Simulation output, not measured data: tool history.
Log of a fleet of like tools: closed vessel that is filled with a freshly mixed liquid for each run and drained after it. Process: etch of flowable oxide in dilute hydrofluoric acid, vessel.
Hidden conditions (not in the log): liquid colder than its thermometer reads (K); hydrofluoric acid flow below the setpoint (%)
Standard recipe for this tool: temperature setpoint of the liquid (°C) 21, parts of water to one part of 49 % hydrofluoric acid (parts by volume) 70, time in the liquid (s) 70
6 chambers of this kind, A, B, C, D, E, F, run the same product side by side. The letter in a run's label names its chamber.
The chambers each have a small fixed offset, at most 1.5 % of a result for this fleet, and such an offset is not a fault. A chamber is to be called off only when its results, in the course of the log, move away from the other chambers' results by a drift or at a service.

run    day  temperature setpoint of the liquid (°C)  parts of water to one part of 49 % hydrofluoric acid (parts by volume)  time in the liquid (s)  hours since the thermometer was replaced  hours since the hydrofluoric acid flow meter was replaced  read-back film thickness of the flowable oxide reference wafer, read on the same gauge (nm)  thickness taken off the flowable oxide on a monitor wafer (Å)
 1C  0.233                                       21                                                                      70                      70                                    1430.0                                                      197.2                                                                                       69.958                                                         380.71
 2B  0.417                                       21                                                                      70                      70                                     911.2                                                      759.7                                                                                       69.981                                                         380.80
 3A  0.521                                       21                                                                      70                      70                                     131.0                                                     1648.9                                                                                       69.974                                                         374.85
 4F  0.692                                       21                                                                      70                      70                                     783.6                                                     2368.5                                                                                       70.008                                                         384.64
 5E  0.879                                       21                                                                      70                      70                                      65.3                                                      645.2                                                                                       69.986                                                         384.53
 6D  1.004                                       21                                                                      70                      70                                     618.0                                                      264.2                                                                                       69.963                                                         383.01
 7B  1.112                                       21                                                                      70                      70                                     927.9                                                      776.4                                                                                       69.992                                                         386.14
 8D  1.300                                       21                                                                      70                      70                                     625.1                                                      271.3                                                                                       69.953                                                         378.87
 9A  1.521                                       21                                                                      70                      70                                     155.0                                                     1672.9                                                                                       70.004                                                         375.12
10F  1.750                                       21                                                                      70                      70                                     809.0                                                     2393.9                                                                                       70.000                                                         382.91
11C  1.904                                       21                                                                      70                      70                                    1470.1                                                      237.3                                                                                       69.999                                                         380.52
12E  2.096                                       21                                                                      70                      70                                      94.5                                                      674.4                                                                                       70.020                                                         385.72
     2.179  -- chamber F: hydrofluoric acid flow meter replaced
13A  2.233                                       21                                                                      70                      70                                     172.1                                                     1690.0                                                                                       69.959                                                         379.51
14B  2.446                                       21                                                                      70                      70                                     959.9                                                      808.4                                                                                       69.962                                                         382.88
15F  2.621                                       21                                                                      70                      70                                     829.9                                                       10.6                                                                                       69.972                                                         385.67
16E  2.754                                       21                                                                      70                      70                                     110.3                                                      690.2                                                                                       69.971                                                         381.03
17C  2.921                                       21                                                                      70                      70                                    1494.5                                                      261.7                                                                                       70.017                                                         384.36
18D  3.112                                       21                                                                      70                      70                                     668.6                                                      314.8                                                                                       69.958                                                         369.32
19A  3.346                                       21                                                                      70                      70                                     198.8                                                     1716.7                                                                                       69.997                                                         377.95
20F  3.496                                       21                                                                      70                      70                                     850.9                                                       31.6                                                                                       69.982                                                         381.38
21C  3.717                                       21                                                                     100                      70                                    1513.6                                                      280.8                                                                                       69.984                                                         260.59
22E  3.829                                       21                                                                     100                      70                                     136.1                                                      716.0                                                                                       69.997                                                         258.50
23B  3.988                                       21                                                                     100                      70                                     996.9                                                      845.4                                                                                       69.956                                                         258.42
24D  4.154                                       21                                                                     100                      70                                     693.6                                                      339.8                                                                                       69.977                                                         246.87
25E  4.379                                       21                                                                     100                      70                                     149.3                                                      729.2                                                                                       69.971                                                         263.53
26D  4.542                                       21                                                                     100                      70                                     702.9                                                      349.1                                                                                       69.977                                                         247.85
     4.654  -- chamber E: hydrofluoric acid flow meter replaced
27B  4.667                                       21                                                                      70                      70                                    1013.2                                                      861.7                                                                                       70.023                                                         381.06
28F  4.862                                       21                                                                      70                      70                                     883.7                                                       64.4                                                                                       69.976                                                         378.38
29C  5.004                                       21                                                                      70                      70                                    1544.5                                                      311.7                                                                                       69.991                                                         383.18
30A  5.246                                       21                                                                      85                     100                                     244.4                                                     1762.3                                                                                       70.016                                                         437.66
31C  5.404                                       21                                                                      85                     100                                    1554.1                                                      321.3                                                                                       69.998                                                         438.73
32D  5.521                                       21                                                                      85                     100                                     726.4                                                      372.6                                                                                       70.004                                                         408.38
     5.625  -- chamber A: hydrofluoric acid flow meter replaced
33F  5.725                                       21                                                                      85                     100                                     904.4                                                       85.1                                                                                       70.028                                                         443.52
34E  5.892                                       21                                                                      85                     100                                     185.6                                                       29.8                                                                                       70.007                                                         446.88
35B  6.021                                       21                                                                      85                     100                                    1045.7                                                      894.2                                                                                       69.957                                                         440.34
36A  6.246                                       21                                                                      70                      70                                     268.4                                                       14.9                                                                                       69.983                                                         376.96
37D  6.438                                       21                                                                      70                      70                                     748.4                                                      394.6                                                                                       70.005                                                         348.73
38B  6.617                                       21                                                                      70                      70                                    1060.0                                                      908.5                                                                                       69.992                                                         379.91
39A  6.725                                       21                                                                      70                      70                                     279.9                                                       26.4                                                                                       69.966                                                         386.36
40E  6.921                                       21                                                                      70                     100                                     210.3                                                       54.5                                                                                       69.993                                                         546.36
41C  7.150                                       21                                                                      70                     100                                    1596.0                                                      363.2                                                                                       69.964                                                         539.76
42F  7.333                                       21                                                                      70                     100                                     943.0                                                      123.7                                                                                       69.967                                                         547.48

Is one chamber off against the others, does the gauge drift, or is nothing wrong? If a chamber is off, say which, and what the likeliest cause is.

It is chamber D that slowly wanders off from its peers.
Likeliest cause: hydrofluoric acid flow below the setpoint (%) = 8.56.
The log may not separate it from: liquid colder than its thermometer reads (K).

Which of the 4 candidates below, each the usual settings with something changed and its results left as question marks, puts chamber D back in line with what the other chambers give on the usual settings?
In-line tolerance around the mean of the other chambers on the usual settings: thickness taken off the flowable oxide on a monitor wafer (Å) 11.00
43D-1  7.508                                     22.0                                                                      70                      70                                                                                                                                                                                                                                                                ?
43D-2  7.508                                     20.0                                                                      70                      70                                                                                                                                                                                                                                                                ?
43D-3  7.508                                     18.5                                                                      70                      70                                                                                                                                                                                                                                                                ?
43D-4  7.508                                     23.5                                                                      70                      70                                                                                                                                                                                                                                                                ?

On the usual settings, the other chambers give on average: thickness taken off the flowable oxide on a monitor wafer (Å) 382.22
  run  thickness taken off the flowable oxide on a monitor wafer (Å)
43D-1                                                         360.74
43D-2                                                         331.95
43D-3                                                         311.55
43D-4                                                         383.48
The answer is 43D-4, which returns the chamber to within the allowed miss of the others.

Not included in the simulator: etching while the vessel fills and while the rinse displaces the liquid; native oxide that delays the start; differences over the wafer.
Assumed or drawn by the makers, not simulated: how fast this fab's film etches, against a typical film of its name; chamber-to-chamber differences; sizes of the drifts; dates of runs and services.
